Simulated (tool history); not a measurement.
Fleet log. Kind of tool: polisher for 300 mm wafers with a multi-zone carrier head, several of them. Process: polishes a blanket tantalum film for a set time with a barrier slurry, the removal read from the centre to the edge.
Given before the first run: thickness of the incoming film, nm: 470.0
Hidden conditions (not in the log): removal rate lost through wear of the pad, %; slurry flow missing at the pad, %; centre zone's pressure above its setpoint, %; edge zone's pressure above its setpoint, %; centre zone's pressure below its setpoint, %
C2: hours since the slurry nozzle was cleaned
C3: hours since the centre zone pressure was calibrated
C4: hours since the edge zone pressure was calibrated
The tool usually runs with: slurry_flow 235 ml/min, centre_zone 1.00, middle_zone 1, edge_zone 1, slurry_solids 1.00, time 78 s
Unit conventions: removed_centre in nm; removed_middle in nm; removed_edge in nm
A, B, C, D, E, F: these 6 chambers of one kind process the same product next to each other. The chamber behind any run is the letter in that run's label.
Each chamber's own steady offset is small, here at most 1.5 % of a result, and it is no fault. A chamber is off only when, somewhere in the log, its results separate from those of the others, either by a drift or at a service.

run 1C hour=9.2 | slurry_flow=235 centre_zone=1.00 middle_zone=1 edge_zone=1 slurry_solids=1.00 time=78 | wafers_polished_on_this_pad=646 C2=165.3 C3=333.1 C4=336.3 | removed_centre=102.840 removed_middle=100.680 removed_edge=101.780
-- hour=10.0 chamber C: worn pad replaced by a new one
-- hour=14.3 chamber B: slurry nozzle cleaned
-- hour=19.0 chamber E: worn pad replaced by a new one
run 2A hour=20.3 | slurry_flow=235 centre_zone=1.00 middle_zone=1 edge_zone=1 slurry_solids=1.00 time=78 | wafers_polished_on_this_pad=1076 C2=381.7 C3=289.9 C4=849.7 | removed_centre=99.260 removed_middle=99.371 removed_edge=99.221
run 3B hour=26.9 | slurry_flow=235 centre_zone=1.00 middle_zone=1 edge_zone=1 slurry_solids=1.00 time=78 | wafers_polished_on_this_pad=835 C2=12.6 C3=297.5 C4=595.7 | removed_centre=98.046 removed_middle=99.919 removed_edge=95.712
-- hour=27.3 chamber A: worn pad replaced by a new one
run 4D hour=37.0 | slurry_flow=235 centre_zone=1.00 middle_zone=1 edge_zone=1 slurry_solids=1.00 time=78 | wafers_polished_on_this_pad=714 C2=838.1 C3=332.6 C4=866.7 | removed_centre=99.481 removed_middle=99.622 removed_edge=102.130
-- hour=40.9 chamber E: slurry nozzle cleaned
run 5E hour=44.5 | slurry_flow=235 centre_zone=1.00 middle_zone=1 edge_zone=1 slurry_solids=1.00 time=78 | wafers_polished_on_this_pad=294 C2=3.6 C3=212.4 C4=777.1 | removed_centre=101.290 removed_middle=101.760 removed_edge=101.930
-- hour=47.8 chamber D: slurry nozzle cleaned
-- hour=50.1 chamber F: slurry nozzle cleaned
run 6F hour=53.1 | slurry_flow=235 centre_zone=1.00 middle_zone=1 edge_zone=1 slurry_solids=1.00 time=78 | wafers_polished_on_this_pad=866 C2=3.0 C3=680.3 C4=536.6 | removed_centre=99.876 removed_middle=100.940 removed_edge=98.417
-- hour=58.3 chamber A: centre zone pressure recalibrated
run 7A hour=64.8 | slurry_flow=235 centre_zone=1.00 middle_zone=1 edge_zone=1 slurry_solids=1.00 time=78 | wafers_polished_on_this_pad=433 C2=426.2 C3=6.5 C4=894.2 | removed_centre=100.530 removed_middle=99.620 removed_edge=102.670
-- hour=68.4 chamber B: worn pad replaced by a new one
run 8F hour=75.4 | slurry_flow=235 centre_zone=1.00 middle_zone=1 edge_zone=1 slurry_solids=1.00 time=78 | wafers_polished_on_this_pad=1124 C2=25.3 C3=702.6 C4=558.9 | removed_centre=100.240 removed_middle=100.210 removed_edge=100.460
-- hour=77.2 chamber C: worn pad replaced by a new one
-- hour=80.2 chamber E: worn pad replaced by a new one
-- hour=86.3 chamber D: worn pad replaced by a new one
run 9D hour=86.4 | slurry_flow=235 centre_zone=1.00 middle_zone=1 edge_zone=1 slurry_solids=1.00 time=78 | wafers_polished_on_this_pad=1 C2=38.7 C3=382.0 C4=916.1 | removed_centre=100.350 removed_middle=100.210 removed_edge=100.720
-- hour=95.5 chamber F: worn pad replaced by a new one
run 10E hour=96.8 | slurry_flow=235 centre_zone=1.00 middle_zone=1 edge_zone=1 slurry_solids=1.00 time=78 | wafers_polished_on_this_pad=192 C2=55.9 C3=264.7 C4=829.4 | removed_centre=101.620 removed_middle=100.880 removed_edge=100.290
run 11C hour=108.1 | slurry_flow=235 centre_zone=1.00 middle_zone=1 edge_zone=1 slurry_solids=1.00 time=78 | wafers_polished_on_this_pad=358 C2=264.2 C3=432.0 C4=435.2 | removed_centre=101.370 removed_middle=99.612 removed_edge=99.943
run 12B hour=117.7 | slurry_flow=235 centre_zone=1.00 middle_zone=1 edge_zone=1 slurry_solids=1.25 time=59 | wafers_polished_on_this_pad=570 C2=103.4 C3=388.3 C4=686.5 | removed_centre=79.655 removed_middle=81.639 removed_edge=80.941
run 13C hour=128.5 | slurry_flow=235 centre_zone=1.00 middle_zone=1 edge_zone=1 slurry_solids=1.25 time=59 | wafers_polished_on_this_pad=593 C2=284.6 C3=452.4 C4=455.6 | removed_centre=80.422 removed_middle=80.636 removed_edge=79.322
-- hour=136.2 chamber A: worn pad replaced by a new one
-- hour=137.5 chamber C: worn pad replaced by a new one
run 14F hour=138.5 | slurry_flow=235 centre_zone=1.00 middle_zone=1 edge_zone=1 slurry_solids=1.25 time=59 | wafers_polished_on_this_pad=498 C2=88.4 C3=765.7 C4=622.0 | removed_centre=81.235 removed_middle=81.478 removed_edge=81.469
run 15B hour=146.8 | slurry_flow=235 centre_zone=1.00 middle_zone=1 edge_zone=1 slurry_solids=1.25 time=59 | wafers_polished_on_this_pad=906 C2=132.5 C3=417.4 C4=715.6 | removed_centre=80.597 removed_middle=80.129 removed_edge=77.442
-- hour=152.6 chamber E: worn pad replaced by a new one
run 16A hour=157.9 | slurry_flow=235 centre_zone=1.00 middle_zone=1 edge_zone=1 slurry_solids=1.25 time=59 | wafers_polished_on_this_pad=251 C2=519.3 C3=99.6 C4=987.3 | removed_centre=80.109 removed_middle=79.458 removed_edge=80.299
run 17E hour=167.4 | slurry_flow=235 centre_zone=1.00 middle_zone=1 edge_zone=1 slurry_solids=1.25 time=59 | wafers_polished_on_this_pad=172 C2=126.5 C3=335.3 C4=900.0 | removed_centre=80.743 removed_middle=81.011 removed_edge=80.958
-- hour=170.1 chamber B: worn pad replaced by a new one
-- hour=171.6 chamber D: worn pad replaced by a new one
run 18D hour=177.6 | slurry_flow=235 centre_zone=1.00 middle_zone=1 edge_zone=1 slurry_solids=1.00 time=78 | wafers_polished_on_this_pad=70 C2=129.9 C3=473.2 C4=1007.3 | removed_centre=98.125 removed_middle=98.587 removed_edge=101.660
run 19F hour=183.5 | slurry_flow=235 centre_zone=1.00 middle_zone=1 edge_zone=1 slurry_solids=1.00 time=78 | wafers_polished_on_this_pad=1018 C2=133.4 C3=810.7 C4=667.0 | removed_centre=100.690 removed_middle=100.550 removed_edge=101.460
run 20A hour=193.5 | slurry_flow=235 centre_zone=1.00 middle_zone=1 edge_zone=1 slurry_solids=1.00 time=78 | wafers_polished_on_this_pad=663 C2=554.9 C3=135.2 C4=1022.9 | removed_centre=101.520 removed_middle=99.263 removed_edge=101.430
-- hour=200.8 chamber A: edge zone pressure recalibrated
-- hour=201.3 chamber F: worn pad replaced by a new one
run 21E hour=202.5 | slurry_flow=235 centre_zone=1.00 middle_zone=1 edge_zone=1 slurry_solids=1.00 time=78 | wafers_polished_on_this_pad=577 C2=161.6 C3=370.4 C4=935.1 | removed_centre=100.150 removed_middle=101.380 removed_edge=98.620
run 22D hour=208.3 | slurry_flow=235 centre_zone=1.00 middle_zone=1 edge_zone=1 slurry_solids=1.00 time=78 | wafers_polished_on_this_pad=424 C2=160.6 C3=503.9 C4=1038.0 | removed_centre=100.670 removed_middle=99.760 removed_edge=100.890
-- hour=209.4 chamber C: worn pad replaced by a new one
run 23C hour=214.6 | slurry_flow=235 centre_zone=1.00 middle_zone=1 edge_zone=1 slurry_solids=1.00 time=78 | wafers_polished_on_this_pad=60 C2=370.7 C3=538.5 C4=541.7 | removed_centre=101.560 removed_middle=99.396 removed_edge=101.930
-- hour=214.9 chamber E: worn pad replaced by a new one
-- hour=218.6 chamber C: slurry nozzle cleaned
run 24B hour=222.5 | slurry_flow=235 centre_zone=1.00 middle_zone=1 edge_zone=1 slurry_solids=1.00 time=78 | wafers_polished_on_this_pad=606 C2=208.2 C3=493.1 C4=791.3 | removed_centre=101.500 removed_middle=100.750 removed_edge=98.333
run 25D hour=232.6 | slurry_flow=235 centre_zone=1.00 middle_zone=1 edge_zone=1 slurry_solids=1.00 time=78 | wafers_polished_on_this_pad=705 C2=184.9 C3=528.2 C4=1062.3 | removed_centre=100.880 removed_middle=100.140 removed_edge=102.300
-- hour=235.0 chamber A: worn pad replaced by a new one
run 26E hour=238.7 | slurry_flow=235 centre_zone=1.00 middle_zone=1 edge_zone=1 slurry_solids=1.00 time=78 | wafers_polished_on_this_pad=275 C2=197.8 C3=406.6 C4=971.3 | removed_centre=100.200 removed_middle=102.080 removed_edge=99.109
run 27F hour=245.5 | slurry_flow=235 centre_zone=1.00 middle_zone=1 edge_zone=1 slurry_solids=1.00 time=78 | wafers_polished_on_this_pad=511 C2=195.4 C3=872.7 C4=729.0 | removed_centre=100.290 removed_middle=101.040 removed_edge=98.477
-- hour=246.5 chamber B: edge zone pressure recalibrated
-- hour=252.8 chamber B: slurry nozzle cleaned
run 28B hour=256.2 | slurry_flow=235 centre_zone=1.00 middle_zone=1 edge_zone=1 slurry_solids=1.00 time=78 | wafers_polished_on_this_pad=996 C2=3.4 C3=526.8 C4=9.7 | removed_centre=100.620 removed_middle=99.242 removed_edge=99.857
-- hour=265.9 chamber B: worn pad replaced by a new one
-- hour=266.3 chamber F: slurry nozzle cleaned
run 29C hour=268.1 | slurry_flow=235 centre_zone=1.00 middle_zone=1 edge_zone=1 slurry_solids=1.00 time=78 | wafers_polished_on_this_pad=679 C2=49.6 C3=592.0 C4=595.2 | removed_centre=100.330 removed_middle=100.740 removed_edge=99.544
-- hour=271.5 chamber D: worn pad replaced by a new one
-- hour=274.3 chamber C: worn pad replaced by a new one
run 30A hour=278.2 | slurry_flow=235 centre_zone=1.00 middle_zone=1 edge_zone=1 slurry_solids=1.00 time=78 | wafers_polished_on_this_pad=499 C2=639.6 C3=219.9 C4=77.4 | removed_centre=100.170 removed_middle=99.662 removed_edge=101.100
-- hour=285.0 chamber C: centre zone pressure recalibrated
run 31E hour=286.6 | slurry_flow=235 centre_zone=1.00 middle_zone=1 edge_zone=1 slurry_solids=1.00 time=78 | wafers_polished_on_this_pad=829 C2=245.7 C3=454.5 C4=1019.2 | removed_centre=100.480 removed_middle=101.330 removed_edge=101.180
run 32C hour=293.2 | slurry_flow=235 centre_zone=1.11 middle_zone=1 edge_zone=1 slurry_solids=1.00 time=78 | wafers_polished_on_this_pad=218 C2=74.7 C3=8.2 C4=620.3 | removed_centre=113.520 removed_middle=99.825 removed_edge=100.970
run 33A hour=303.0 | slurry_flow=235 centre_zone=1.11 middle_zone=1 edge_zone=1 slurry_solids=1.00 time=78 | wafers_polished_on_this_pad=786 C2=664.4 C3=244.7 C4=102.2 | removed_centre=111.180 removed_middle=99.242 removed_edge=101.770
-- hour=307.3 chamber F: worn pad replaced by a new one
run 34D hour=311.0 | slurry_flow=235 centre_zone=1.11 middle_zone=1 edge_zone=1 slurry_solids=1.00 time=78 | wafers_polished_on_this_pad=457 C2=263.3 C3=606.6 C4=1140.7 | removed_centre=110.930 removed_middle=101.520 removed_edge=103.270
run 35B hour=318.1 | slurry_flow=235 centre_zone=1.11 middle_zone=1 edge_zone=1 slurry_solids=1.00 time=78 | wafers_polished_on_this_pad=604 C2=65.3 C3=588.7 C4=71.6 | removed_centre=110.910 removed_middle=100.270 removed_edge=98.012
run 36F hour=325.1 | slurry_flow=235 centre_zone=1.11 middle_zone=1 edge_zone=1 slurry_solids=1.00 time=78 | wafers_polished_on_this_pad=206 C2=58.8 C3=952.3 C4=808.6 | removed_centre=110.520 removed_middle=102.130 removed_edge=99.075

Read the log: is a single chamber off, either drifting away or since a service, is the gauge that measures every chamber drifting, or is nothing wrong beyond small per-chamber offsets? Name any odd chamber and what most likely caused it.

Beyond each chamber's small constant offset nothing stands out, and the gauge stays steady.
